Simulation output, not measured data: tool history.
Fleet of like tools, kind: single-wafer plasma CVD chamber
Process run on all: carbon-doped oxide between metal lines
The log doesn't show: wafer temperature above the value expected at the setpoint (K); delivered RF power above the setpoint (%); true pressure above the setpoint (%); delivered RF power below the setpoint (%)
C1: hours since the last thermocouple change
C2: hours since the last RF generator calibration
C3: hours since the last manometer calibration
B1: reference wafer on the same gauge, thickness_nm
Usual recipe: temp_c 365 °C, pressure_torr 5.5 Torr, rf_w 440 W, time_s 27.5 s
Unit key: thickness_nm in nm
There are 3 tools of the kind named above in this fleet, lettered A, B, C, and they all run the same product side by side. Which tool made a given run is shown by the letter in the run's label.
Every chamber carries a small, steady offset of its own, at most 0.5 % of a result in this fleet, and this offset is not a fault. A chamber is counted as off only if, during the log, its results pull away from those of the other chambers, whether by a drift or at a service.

{"run": "1B", "hour": 6.7, "temp_c": 365, "pressure_torr": 5.5, "rf_w": 440, "time_s": 27.5, "C1": 363.3, "C2": 227.6, "C3": 804.9, "B1": 144.06, "thickness_nm": 125.3}
{"run": "2A", "hour": 18.7, "temp_c": 365, "pressure_torr": 5.5, "rf_w": 440, "time_s": 27.5, "C1": 1347.4, "C2": 2174.4, "C3": 2347.1, "B1": 143.97, "thickness_nm": 126.27}
{"run": "3C", "hour": 30.1, "temp_c": 365, "pressure_torr": 5.5, "rf_w": 440, "time_s": 27.5, "C1": 1331.4, "C2": 724.9, "C3": 1126.6, "B1": 143.87, "thickness_nm": 126.38}
{"run": "4A", "hour": 36.5, "temp_c": 365, "pressure_torr": 5.5, "rf_w": 440, "time_s": 27.5, "C1": 1365.2, "C2": 2192.2, "C3": 2364.9, "B1": 143.96, "thickness_nm": 126.41}
{"run": "5C", "hour": 45.9, "temp_c": 365, "pressure_torr": 5.5, "rf_w": 440, "time_s": 27.5, "C1": 1347.2, "C2": 740.7, "C3": 1142.4, "B1": 144.03, "thickness_nm": 125.97}
{"run": "6B", "hour": 57.1, "temp_c": 365, "pressure_torr": 5.5, "rf_w": 440, "time_s": 27.5, "C1": 413.7, "C2": 278, "C3": 855.3, "B1": 143.98, "thickness_nm": 125.58}
{"run": "7B", "hour": 70.6, "temp_c": 365, "pressure_torr": 5.5, "rf_w": 440, "time_s": 27.5, "C1": 427.2, "C2": 291.5, "C3": 868.8, "B1": 144.03, "thickness_nm": 125.75}
{"run": "8A", "hour": 83.1, "temp_c": 365, "pressure_torr": 5.5, "rf_w": 440, "time_s": 27.5, "C1": 1411.8, "C2": 2238.8, "C3": 2411.5, "B1": 143.97, "thickness_nm": 126.05}
{"run": "9C", "hour": 94.2, "temp_c": 365, "pressure_torr": 5.5, "rf_w": 440, "time_s": 27.5, "C1": 1395.5, "C2": 789, "C3": 1190.7, "B1": 144.04, "thickness_nm": 126.61}
{"hour": 95.2, "done": "chamber C: thermocouple changed; heater temperature recalibrated"}
{"run": "10A", "hour": 107.3, "temp_c": 365, "pressure_torr": 5.5, "rf_w": 440, "time_s": 27.5, "C1": 1436, "C2": 2263, "C3": 2435.7, "B1": 143.94, "thickness_nm": 126.19}
{"hour": 116.7, "done": "chamber A: RF generator calibrated"}
{"run": "11C", "hour": 117.7, "temp_c": 365, "pressure_torr": 5.5, "rf_w": 440, "time_s": 27.5, "C1": 22.5, "C2": 812.5, "C3": 1214.2, "B1": 143.97, "thickness_nm": 126.1}
{"run": "12B", "hour": 125.7, "temp_c": 365, "pressure_torr": 5.5, "rf_w": 440, "time_s": 27.5, "C1": 482.3, "C2": 346.6, "C3": 923.9, "B1": 144.07, "thickness_nm": 125.54}
{"run": "13C", "hour": 132.8, "temp_c": 365, "pressure_torr": 5.5, "rf_w": 440, "time_s": 27.5, "C1": 37.6, "C2": 827.6, "C3": 1229.3, "B1": 143.98, "thickness_nm": 126.04}
{"run": "14B", "hour": 143.9, "temp_c": 365, "pressure_torr": 5.5, "rf_w": 440, "time_s": 27.5, "C1": 500.5, "C2": 364.8, "C3": 942.1, "B1": 143.95, "thickness_nm": 125.81}
{"hour": 145.0, "done": "chamber A: thermocouple changed; heater temperature recalibrated"}
{"run": "15A", "hour": 152.9, "temp_c": 370, "pressure_torr": 5.5, "rf_w": 440, "time_s": 24.7, "C1": 8, "C2": 36.3, "C3": 2481.3, "B1": 144.01, "thickness_nm": 111.68}
{"run": "16B", "hour": 159.9, "temp_c": 370, "pressure_torr": 5.5, "rf_w": 440, "time_s": 24.7, "C1": 516.5, "C2": 380.8, "C3": 958.1, "B1": 143.95, "thickness_nm": 112}
{"run": "17A", "hour": 171.2, "temp_c": 370, "pressure_torr": 5.5, "rf_w": 440, "time_s": 24.7, "C1": 26.3, "C2": 54.6, "C3": 2499.6, "B1": 143.99, "thickness_nm": 112.01}
{"run": "18C", "hour": 180.9, "temp_c": 365, "pressure_torr": 5.5, "rf_w": 440, "time_s": 27.5, "C1": 85.7, "C2": 875.7, "C3": 1277.4, "B1": 143.95, "thickness_nm": 126.29}
{"run": "19C", "hour": 189.8, "temp_c": 353, "pressure_torr": 5.5, "rf_w": 410, "time_s": 27.5, "C1": 94.6, "C2": 884.6, "C3": 1286.3, "B1": 143.93, "thickness_nm": 123.59}
{"run": "20A", "hour": 198.3, "temp_c": 353, "pressure_torr": 5.5, "rf_w": 410, "time_s": 27.5, "C1": 53.4, "C2": 81.7, "C3": 2526.7, "B1": 143.99, "thickness_nm": 123.5}
{"run": "21B", "hour": 206.9, "temp_c": 353, "pressure_torr": 5.5, "rf_w": 410, "time_s": 27.5, "C1": 563.5, "C2": 427.8, "C3": 1005.1, "B1": 143.92, "thickness_nm": 123.31}
{"run": "22A", "hour": 216.8, "temp_c": 365, "pressure_torr": 5.5, "rf_w": 440, "time_s": 27.5, "C1": 71.9, "C2": 100.2, "C3": 2545.2, "B1": 143.94, "thickness_nm": 126.24}
{"hour": 219.7, "done": "chamber A: capacitance manometer re-zeroed and calibrated"}
{"run": "23C", "hour": 225.8, "temp_c": 365, "pressure_torr": 5.5, "rf_w": 440, "time_s": 27.5, "C1": 130.6, "C2": 920.6, "C3": 1322.3, "B1": 143.93, "thickness_nm": 127.17}
{"run": "24B", "hour": 234.6, "temp_c": 365, "pressure_torr": 5.5, "rf_w": 440, "time_s": 27.5, "C1": 591.2, "C2": 455.5, "C3": 1032.8, "B1": 144.07, "thickness_nm": 125.77}
{"run": "25C", "hour": 241.6, "temp_c": 365, "pressure_torr": 5.5, "rf_w": 440, "time_s": 27.5, "C1": 146.4, "C2": 936.4, "C3": 1338.1, "B1": 143.95, "thickness_nm": 126.1}
{"run": "26B", "hour": 250.7, "temp_c": 365, "pressure_torr": 5.5, "rf_w": 440, "time_s": 27.5, "C1": 607.3, "C2": 471.6, "C3": 1048.9, "B1": 144.03, "thickness_nm": 125.43}
{"run": "27A", "hour": 261.5, "temp_c": 365, "pressure_torr": 5.5, "rf_w": 440, "time_s": 27.5, "C1": 116.6, "C2": 144.9, "C3": 41.8, "B1": 143.89, "thickness_nm": 126.38}
{"run": "28B", "hour": 270.1, "temp_c": 365, "pressure_torr": 5.5, "rf_w": 440, "time_s": 27.5, "C1": 626.7, "C2": 491, "C3": 1068.3, "B1": 143.93, "thickness_nm": 125.66}
{"run": "29C", "hour": 282.2, "temp_c": 365, "pressure_torr": 5.5, "rf_w": 440, "time_s": 27.5, "C1": 187, "C2": 977, "C3": 1378.7, "B1": 144, "thickness_nm": 126.33}
{"run": "30A", "hour": 288.6, "temp_c": 365, "pressure_torr": 5.5, "rf_w": 440, "time_s": 27.5, "C1": 143.7, "C2": 172, "C3": 68.9, "B1": 143.91, "thickness_nm": 126.12}
{"run": "31B", "hour": 300.6, "temp_c": 365, "pressure_torr": 5.5, "rf_w": 440, "time_s": 27.5, "C1": 657.2, "C2": 521.5, "C3": 1098.8, "B1": 144.03, "thickness_nm": 125.18}

Next, every chamber runs the same settings. What will each give?
{"run": "32A", "hour": 310.7, "temp_c": 365, "pressure_torr": 5.5, "rf_w": 440, "time_s": 27.5, "thickness_nm": "?"}
{"run": "32B", "hour": 310.7, "temp_c": 365, "pressure_torr": 5.5, "rf_w": 440, "time_s": 27.5, "thickness_nm": "?"}
{"run": "32C", "hour": 310.7, "temp_c": 365, "pressure_torr": 5.5, "rf_w": 440, "time_s": 27.5, "thickness_nm": "?"}

run=32A thickness_nm=125.98
run=32B thickness_nm=125.66
run=32C thickness_nm=126.48

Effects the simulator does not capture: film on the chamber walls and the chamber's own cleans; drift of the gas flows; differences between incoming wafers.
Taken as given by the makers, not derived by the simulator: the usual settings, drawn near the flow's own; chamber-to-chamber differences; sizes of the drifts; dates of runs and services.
